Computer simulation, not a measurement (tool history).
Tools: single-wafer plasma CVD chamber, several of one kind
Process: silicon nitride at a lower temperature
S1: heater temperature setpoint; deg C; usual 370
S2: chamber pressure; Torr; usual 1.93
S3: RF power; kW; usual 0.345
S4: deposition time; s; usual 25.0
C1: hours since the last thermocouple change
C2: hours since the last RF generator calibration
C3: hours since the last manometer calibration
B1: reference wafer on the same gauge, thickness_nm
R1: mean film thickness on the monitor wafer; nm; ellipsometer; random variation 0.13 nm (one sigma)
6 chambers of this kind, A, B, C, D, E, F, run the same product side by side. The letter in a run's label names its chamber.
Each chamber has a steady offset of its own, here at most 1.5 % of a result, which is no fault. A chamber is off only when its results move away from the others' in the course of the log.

run 1A hour=5.9 | S1=370 S2=1.93 S3=0.345 S4=25.0 | C1=697.6 C2=877.7 C3=1748.1 | B1=32.379 | R1=33.641
run 2F hour=16.3 | S1=370 S2=1.93 S3=0.345 S4=25.0 | C1=1409.7 C2=231.9 C3=878.2 | B1=32.413 | R1=33.880
run 3C hour=21.6 | S1=370 S2=1.93 S3=0.345 S4=25.0 | C1=1544.4 C2=561.4 C3=146.3 | B1=32.384 | R1=33.649
-- hour=23.8 chamber A: RF generator calibrated
run 4B hour=28.2 | S1=370 S2=1.93 S3=0.345 S4=25.0 | C1=210.0 C2=990.9 C3=1707.5 | B1=32.410 | R1=33.888
run 5D hour=37.8 | S1=370 S2=1.93 S3=0.345 S4=25.0 | C1=814.4 C2=798.7 C3=995.2 | B1=32.399 | R1=33.098
run 6E hour=48.4 | S1=370 S2=1.93 S3=0.345 S4=25.0 | C1=2655.3 C2=1276.2 C3=189.6 | B1=32.422 | R1=33.423
run 7E hour=53.9 | S1=370 S2=1.93 S3=0.345 S4=25.0 | C1=2660.8 C2=1281.7 C3=195.1 | B1=32.394 | R1=33.497
run 8D hour=59.6 | S1=370 S2=1.93 S3=0.345 S4=25.0 | C1=836.2 C2=820.5 C3=1017.0 | B1=32.420 | R1=33.183
run 9B hour=68.5 | S1=370 S2=1.93 S3=0.345 S4=25.0 | C1=250.3 C2=1031.2 C3=1747.8 | B1=32.412 | R1=34.009
run 10C hour=79.5 | S1=370 S2=1.93 S3=0.345 S4=25.0 | C1=1602.3 C2=619.3 C3=204.2 | B1=32.380 | R1=33.923
run 11F hour=90.1 | S1=370 S2=1.93 S3=0.345 S4=25.0 | C1=1483.5 C2=305.7 C3=952.0 | B1=32.387 | R1=33.753
run 12A hour=96.7 | S1=370 S2=1.93 S3=0.345 S4=25.0 | C1=788.4 C2=72.9 C3=1838.9 | B1=32.424 | R1=33.609
run 13A hour=107.6 | S1=370 S2=1.93 S3=0.345 S4=25.0 | C1=799.3 C2=83.8 C3=1849.8 | B1=32.420 | R1=33.566
run 14F hour=117.8 | S1=370 S2=1.93 S3=0.345 S4=25.0 | C1=1511.2 C2=333.4 C3=979.7 | B1=32.413 | R1=34.001
run 15E hour=129.8 | S1=370 S2=1.93 S3=0.345 S4=25.0 | C1=2736.7 C2=1357.6 C3=271.0 | B1=32.400 | R1=33.796
run 16C hour=139.4 | S1=370 S2=1.93 S3=0.345 S4=25.0 | C1=1662.2 C2=679.2 C3=264.1 | B1=32.387 | R1=33.643
run 17B hour=145.7 | S1=370 S2=1.93 S3=0.345 S4=25.0 | C1=327.5 C2=1108.4 C3=1825.0 | B1=32.400 | R1=33.774
run 18D hour=156.4 | S1=370 S2=1.93 S3=0.345 S4=25.0 | C1=933.0 C2=917.3 C3=1113.8 | B1=32.408 | R1=33.248
run 19A hour=161.8 | S1=370 S2=1.93 S3=0.345 S4=25.0 | C1=853.5 C2=138.0 C3=1904.0 | B1=32.422 | R1=33.434
run 20D hour=167.5 | S1=370 S2=1.93 S3=0.345 S4=25.0 | C1=944.1 C2=928.4 C3=1124.9 | B1=32.392 | R1=33.112
run 21E hour=174.9 | S1=370 S2=1.93 S3=0.345 S4=25.0 | C1=2781.8 C2=1402.7 C3=316.1 | B1=32.408 | R1=33.580
run 22B hour=182.9 | S1=370 S2=1.93 S3=0.345 S4=25.0 | C1=364.7 C2=1145.6 C3=1862.2 | B1=32.416 | R1=33.979
run 23F hour=193.6 | S1=370 S2=1.93 S3=0.345 S4=25.0 | C1=1587.0 C2=409.2 C3=1055.5 | B1=32.392 | R1=33.721
-- hour=196.5 chamber E: RF generator calibrated
run 24C hour=199.7 | S1=370 S2=1.93 S3=0.345 S4=25.0 | C1=1722.5 C2=739.5 C3=324.4 | B1=32.357 | R1=33.459
run 25A hour=205.5 | S1=370 S2=1.93 S3=0.345 S4=25.0 | C1=897.2 C2=181.7 C3=1947.7 | B1=32.393 | R1=33.629
run 26D hour=216.6 | S1=370 S2=1.93 S3=0.345 S4=25.0 | C1=993.2 C2=977.5 C3=1174.0 | B1=32.411 | R1=33.097
-- hour=217.5 chamber B: capacitance manometer re-zeroed and calibrated
run 27F hour=222.7 | S1=370 S2=1.74 S3=0.345 S4=28.6 | C1=1616.1 C2=438.3 C3=1084.6 | B1=32.381 | R1=37.577
run 28B hour=230.9 | S1=370 S2=1.74 S3=0.345 S4=28.6 | C1=412.7 C2=1193.6 C3=13.5 | B1=32.380 | R1=37.506
run 29E hour=238.1 | S1=370 S2=1.74 S3=0.345 S4=28.6 | C1=2845.0 C2=41.7 C3=379.3 | B1=32.417 | R1=37.160
run 30C hour=249.6 | S1=370 S2=1.74 S3=0.345 S4=28.6 | C1=1772.4 C2=789.4 C3=374.3 | B1=32.404 | R1=37.318
-- hour=254.9 chamber F: thermocouple changed; heater temperature recalibrated
run 31B hour=256.0 | S1=370 S2=1.74 S3=0.345 S4=28.6 | C1=437.8 C2=1218.7 C3=38.6 | B1=32.381 | R1=37.484
run 32D hour=264.5 | S1=370 S2=1.74 S3=0.345 S4=28.6 | C1=1041.1 C2=1025.4 C3=1221.9 | B1=32.363 | R1=36.860
run 33F hour=274.6 | S1=380 S2=1.93 S3=0.320 S4=25.0 | C1=19.8 C2=490.2 C3=1136.5 | B1=32.403 | R1=32.102
run 34C hour=282.1 | S1=380 S2=1.93 S3=0.320 S4=25.0 | C1=1804.9 C2=821.9 C3=406.8 | B1=32.378 | R1=32.162
run 35E hour=292.0 | S1=380 S2=1.93 S3=0.320 S4=25.0 | C1=2898.9 C2=95.6 C3=433.2 | B1=32.389 | R1=31.782
run 36A hour=304.0 | S1=380 S2=1.93 S3=0.320 S4=25.0 | C1=995.7 C2=280.2 C3=2046.2 | B1=32.403 | R1=31.915
run 37E hour=315.2 | S1=380 S2=1.93 S3=0.320 S4=25.0 | C1=2922.1 C2=118.8 C3=456.4 | B1=32.410 | R1=31.910
run 38F hour=322.5 | S1=380 S2=1.93 S3=0.320 S4=25.0 | C1=67.7 C2=538.1 C3=1184.4 | B1=32.414 | R1=31.919
run 39B hour=330.8 | S1=370 S2=1.93 S3=0.345 S4=25.0 | C1=512.6 C2=1293.5 C3=113.4 | B1=32.426 | R1=33.773
run 40C hour=336.1 | S1=370 S2=1.93 S3=0.345 S4=25.0 | C1=1858.9 C2=875.9 C3=460.8 | B1=32.403 | R1=33.465
-- hour=336.6 chamber A: capacitance manometer re-zeroed and calibrated
run 41D hour=343.0 | S1=370 S2=1.93 S3=0.345 S4=25.0 | C1=1119.6 C2=1103.9 C3=1300.4 | B1=32.380 | R1=33.389
run 42A hour=350.2 | S1=370 S2=1.93 S3=0.345 S4=25.0 | C1=1041.9 C2=326.4 C3=13.7 | B1=32.391 | R1=33.563
run 43B hour=361.5 | S1=370 S2=1.93 S3=0.345 S4=25.0 | C1=543.3 C2=1324.2 C3=144.1 | B1=32.410 | R1=33.712

All 6 chambers run these settings next. Forecast each chamber's results:
run 44A hour=370.1 | S1=370 S2=1.93 S3=0.345 S4=25.0 | R1=?
run 44B hour=370.1 | S1=370 S2=1.93 S3=0.345 S4=25.0 | R1=?
run 44C hour=370.1 | S1=370 S2=1.93 S3=0.345 S4=25.0 | R1=?
run 44D hour=370.1 | S1=370 S2=1.93 S3=0.345 S4=25.0 | R1=?
run 44E hour=370.1 | S1=370 S2=1.93 S3=0.345 S4=25.0 | R1=?
run 44F hour=370.1 | S1=370 S2=1.93 S3=0.345 S4=25.0 | R1=?

run=44A R1=33.670
run=44B R1=33.707
run=44C R1=33.703
run=44D R1=33.285
run=44E R1=33.790
run=44F R1=33.535

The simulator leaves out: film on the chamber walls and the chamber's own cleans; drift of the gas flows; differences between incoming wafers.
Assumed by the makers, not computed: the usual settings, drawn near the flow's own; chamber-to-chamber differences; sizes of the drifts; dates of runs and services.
